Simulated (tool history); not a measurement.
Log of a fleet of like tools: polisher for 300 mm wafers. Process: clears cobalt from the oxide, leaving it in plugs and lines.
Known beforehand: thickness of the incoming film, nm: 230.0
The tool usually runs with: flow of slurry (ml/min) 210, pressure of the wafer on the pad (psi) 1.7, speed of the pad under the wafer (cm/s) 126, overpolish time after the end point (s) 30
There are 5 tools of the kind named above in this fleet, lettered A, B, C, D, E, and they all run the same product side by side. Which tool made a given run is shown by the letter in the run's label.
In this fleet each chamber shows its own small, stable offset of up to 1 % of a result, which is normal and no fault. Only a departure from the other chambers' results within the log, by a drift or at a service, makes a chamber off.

run   hour  flow of slurry (ml/min)  pressure of the wafer on the pad (psi)  speed of the pad under the wafer (cm/s)  overpolish time after the end point (s)  time until the end point was called (s)  dishing of a wide line in a test structure (angstrom)
       1.7  -- chamber B: worn pad replaced by a new one
 1C    2.1                      210                                     1.7                                      126                                       30                                   47.432                                                 295.84
 2B    6.4                      210                                     1.7                                      126                                       30                                   46.229                                                 297.52
 3A    9.3                      210                                     1.7                                      126                                       30                                   47.522                                                 296.76
 4E   11.6                      210                                     1.7                                      126                                       30                                   47.634                                                 309.02
 5D   15.5                      210                                     1.7                                      126                                       30                                   48.629                                                 296.38
 6D   17.7                      210                                     1.7                                      126                                       30                                   48.138                                                  288.8
 7C   20.3                      265                                     1.7                                      126                                       30                                   45.254                                                 295.53
 8B   24.3                      265                                     1.7                                      126                                       30                                    46.87                                                 283.96
      25.4  -- chamber C: worn pad replaced by a new one
 9A   28.2                      265                                     1.7                                      126                                       30                                    46.59                                                  298.9
      30.1  -- chamber A: worn pad replaced by a new one
10E   30.9                      265                                     1.7                                      126                                       30                                   44.228                                                 296.53
11B   33.5                      265                                     1.7                                      126                                       30                                     45.7                                                 291.32
      35.7  -- chamber A: slurry nozzle cleaned
12D   35.7                      210                                     1.7                                      126                                       30                                   47.134                                                 289.87
13E   39.8                      210                                     1.7                                      126                                       30                                   47.916                                                  296.3
14A   43.1                      210                                     1.7                                      126                                       30                                   47.138                                                 304.72
15C   45.7                      210                                     1.7                                      126                                       30                                   45.387                                                 295.22
16C   49.7                      210                                     1.7                                      126                                       30                                     47.9                                                 296.74
17B   52.1                      210                                     1.7                                      126                                       30                                   45.413                                                 296.21
18D   55.3                      210                                     1.7                                      126                                       30                                   47.092                                                 293.07
19E   58.8                      210                                     1.7                                      126                                       30                                    49.06                                                 293.47
20A   61.8                      210                                     1.7                                      126                                       30                                   46.894                                                 300.38
21B   64.6                      210                                     1.7                                      126                                       30                                   45.706                                                 290.18
22C   67.1                      210                                     1.7                                      108                                       16                                   54.131                                                  263.7
23E   69.4                      210                                     1.7                                      108                                       16                                   54.989                                                 264.81
24D   73.7                      210                                     1.7                                      108                                       16                                    57.72                                                 264.06
      75.6  -- chamber E: worn pad replaced by a new one
25A   77.5                      210                                     1.7                                      108                                       16                                   56.259                                                 267.61
26E   80.9                      210                                     1.7                                      108                                       16                                   56.839                                                 269.74
27C   84.8                      210                                     1.7                                      126                                       30                                   46.026                                                 297.06
28D     89                      210                                     1.7                                      126                                       30                                   50.222                                                 289.43
29B   92.2                      210                                     1.7                                      126                                       30                                   46.195                                                 296.79
      92.9  -- chamber B: worn pad replaced by a new one
30A   95.8                      210                                     1.7                                      126                                       30                                   47.404                                                 302.05
31A   99.9                      210                                     1.7                                      126                                       30                                   47.616                                                  283.5
32B  102.5                      265                                     1.7                                      100                                       30                                   57.806                                                 288.61
33E  106.6                      265                                     1.7                                      100                                       30                                   58.984                                                 291.22
34D  109.2                      265                                     1.7                                      100                                       30                                   62.642                                                 293.98
35C  111.7                      265                                     1.7                                      100                                       30                                   58.129                                                  286.4
     112.1  -- chamber C: worn pad replaced by a new one
36E    114                      265                                     1.7                                      100                                       30                                   58.928                                                 296.41
37C  118.4                      210                                     1.7                                      126                                       30                                    46.03                                                 293.59
38A  122.5                      210                                     1.7                                      126                                       30                                   47.948                                                 304.27
39B    125                      210                                     1.7                                      126                                       30                                   46.829                                                 285.51
40D  127.5                      210                                     1.7                                      126                                       30                                   52.674                                                 290.97
     128.1  -- chamber D: slurry nozzle cleaned
41E  129.4                      210                                     1.7                                      126                                       30                                   46.217                                                 303.52
42D  132.1                      210                                     1.7                                      126                                       30                                   52.562                                                 285.87
43B  136.3                      210                                     1.7                                      126                                       30                                   47.021                                                 303.63

What goes on in this fleet: one chamber off, a drifting gauge, or nothing beyond the chambers' own small offsets? Name the chamber and the cause, if any.

Chamber D drifts away from the others.
Likeliest cause: removal rate lost through wear of the pad, % = 11.9.
Not necessarily distinguishable in this log from: head's pressure below its setpoint, %.

Which of the 4 candidates below, each the usual settings with something changed and its results left as question marks, puts chamber D back in line with what the other chambers give on the usual settings?
In line means no further than this from the other chambers' mean on the usual settings: time until the end point was called (s) 3; dishing of a wide line in a test structure (angstrom) 19
44D-1  139.5                      215                                     1.9                                      140                                       36                                        ?                                                      ?
44D-2  139.5                      210                                     1.8                                      134                                       33                                        ?                                                      ?
44D-3  139.5                      210                                     1.6                                      118                                       27                                        ?                                                      ?
44D-4  139.5                      205                                     1.5                                      112                                       26                                        ?                                                      ?

The mean the other chambers reach with the usual settings: time until the end point was called (s) 47.179; dishing of a wide line in a test structure (angstrom) 295.21
  run  time until the end point was called (s)  dishing of a wide line in a test structure (angstrom)
44D-1                                   42.834                                                 296.33
44D-2                                   47.376                                                 295.74
44D-3                                   60.533                                                  288.4
44D-4                                   68.234                                                 282.55
44D-2 is the one that brings the chamber's results back in line with the other chambers.
